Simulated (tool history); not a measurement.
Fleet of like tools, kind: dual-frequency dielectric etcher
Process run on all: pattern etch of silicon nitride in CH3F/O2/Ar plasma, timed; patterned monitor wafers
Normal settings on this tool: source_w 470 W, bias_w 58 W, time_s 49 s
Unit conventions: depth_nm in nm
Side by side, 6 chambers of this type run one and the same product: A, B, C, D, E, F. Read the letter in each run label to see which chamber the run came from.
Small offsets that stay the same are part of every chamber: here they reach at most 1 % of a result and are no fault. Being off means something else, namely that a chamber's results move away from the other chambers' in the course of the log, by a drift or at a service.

run,hour,source_w,bias_w,time_s,hours since the last wet clean,hours since the last source power generator calibration,hours since the last bias power generator calibration,"read-back reference wafer on the same gauge, depth_nm",depth_nm
1E,4.1,470,58,49,412.9,1170.3,1607.7,37.087,34.07
# hour 6.2: chamber C: wet clean of the chamber
2A,7.7,470,58,49,377.2,1982.6,2336.7,37.098,33.528
3C,14.8,470,58,49,8.6,233.3,457,37.102,33.556
4D,21.9,470,58,49,157.8,1791.5,321.3,37.076,33.495
5F,27.6,470,58,49,88.5,1149,29.3,37.108,33.934
6B,32.5,470,58,49,189.8,4003.8,2573.7,37.09,34.02
7D,39.2,470,58,39,175.1,1808.8,338.6,37.078,26.631
8F,45.7,470,58,39,106.6,1167.1,47.4,37.143,26.901
9E,51.7,470,58,39,460.5,1217.9,1655.3,37.101,27.095
10C,56,470,58,39,49.8,274.5,498.2,37.089,26.886
11A,60.5,470,58,39,430,2035.4,2389.5,37.096,27.053
12B,68.3,470,58,39,225.6,4039.6,2609.5,37.1,27.069
13B,73.8,470,58,49,231.1,4045.1,2615,37.136,34.35
14C,78.9,470,58,49,72.7,297.4,521.1,37.124,33.658
15E,84.4,470,58,49,493.2,1250.6,1688,37.128,33.946
16A,89,470,58,49,458.5,2063.9,2418,37.11,33.864
17D,92.7,470,58,49,228.6,1862.3,392.1,37.099,33.877
# hour 98: chamber A: wet clean of the chamber
18F,100.9,470,58,49,161.8,1222.3,102.6,37.077,33.679
19B,108.3,470,58,49,265.6,4079.6,2649.5,37.121,34.394
20A,113.8,470,58,49,15.8,2088.7,2442.8,37.123,33.841
21C,119.2,400,58,37.5,113,337.7,561.4,37.136,24.315
22E,123.8,400,58,37.5,532.6,1290,1727.4,37.135,24.482
23D,128.8,400,58,37.5,264.7,1898.4,428.2,37.11,24.397
24F,136.9,400,58,37.5,197.8,1258.3,138.6,37.08,24.344
25D,141.8,400,58,37.5,277.7,1911.4,441.2,37.125,23.938
26E,146.2,400,58,37.5,555,1312.4,1749.8,37.092,24.342
27C,152,470,58,49,145.8,370.5,594.2,37.066,33.662
28A,158.2,470,68,49,60.2,2133.1,2487.2,37.089,35.918
29B,163.8,470,68,49,321.1,4135.1,2705,37.093,37.241
30F,167.5,470,68,49,228.4,1288.9,169.2,37.091,35.663
31A,171.9,470,68,49,73.9,2146.8,2500.9,37.095,35.781
32D,176.5,470,68,49,312.4,1946.1,475.9,37.079,35.422
33B,182.9,470,68,49,340.2,4154.2,2724.1,37.067,37.029
34F,189.1,470,58,49,250,1310.5,190.8,37.132,34.114
35E,193.9,470,58,49,602.7,1360.1,1797.5,37.077,34.17
36C,197.9,470,58,49,191.7,416.4,640.1,37.125,33.78
37A,202.2,470,58,49,104.2,2177.1,2531.2,37.111,33.982
38D,208.2,470,58,49,344.1,1977.8,507.6,37.083,33.996
39E,215.7,470,65,49,624.5,1381.9,1819.3,37.07,35.217
40F,220.1,470,65,49,281,1341.5,221.8,37.111,35.215

Read the log: is a single chamber off, either drifting away or since a service, is the gauge that measures every chamber drifting, or is nothing wrong beyond small per-chamber offsets? Name any odd chamber and what most likely caused it.

It is chamber B that slowly wanders off from its peers.
Likeliest cause: etch rate over this chamber's usual, % = 5.18.

Chamber B could run next with any of the 4 candidate recipes listed below; each alters the usual settings, and their results appear as question marks. Which one brings its results back in line with what the other chambers deliver on the usual settings?
In line means no further than this from the other chambers' mean on the usual settings: depth_nm 0.52 nm
41B-1,226,460,58,46.5,,,,,?
41B-2,226,470,58,50.5,,,,,?
41B-3,226,470,58,48,,,,,?
41B-4,226,480,58,51.5,,,,,?

The mean the other chambers reach with the usual settings: depth_nm 33.862 nm
run,depth_nm
41B-1,33.793
41B-2,37.011
41B-3,35.179
41B-4,38.058
41B-1 is the one that brings the chamber's results back in line with the other chambers.
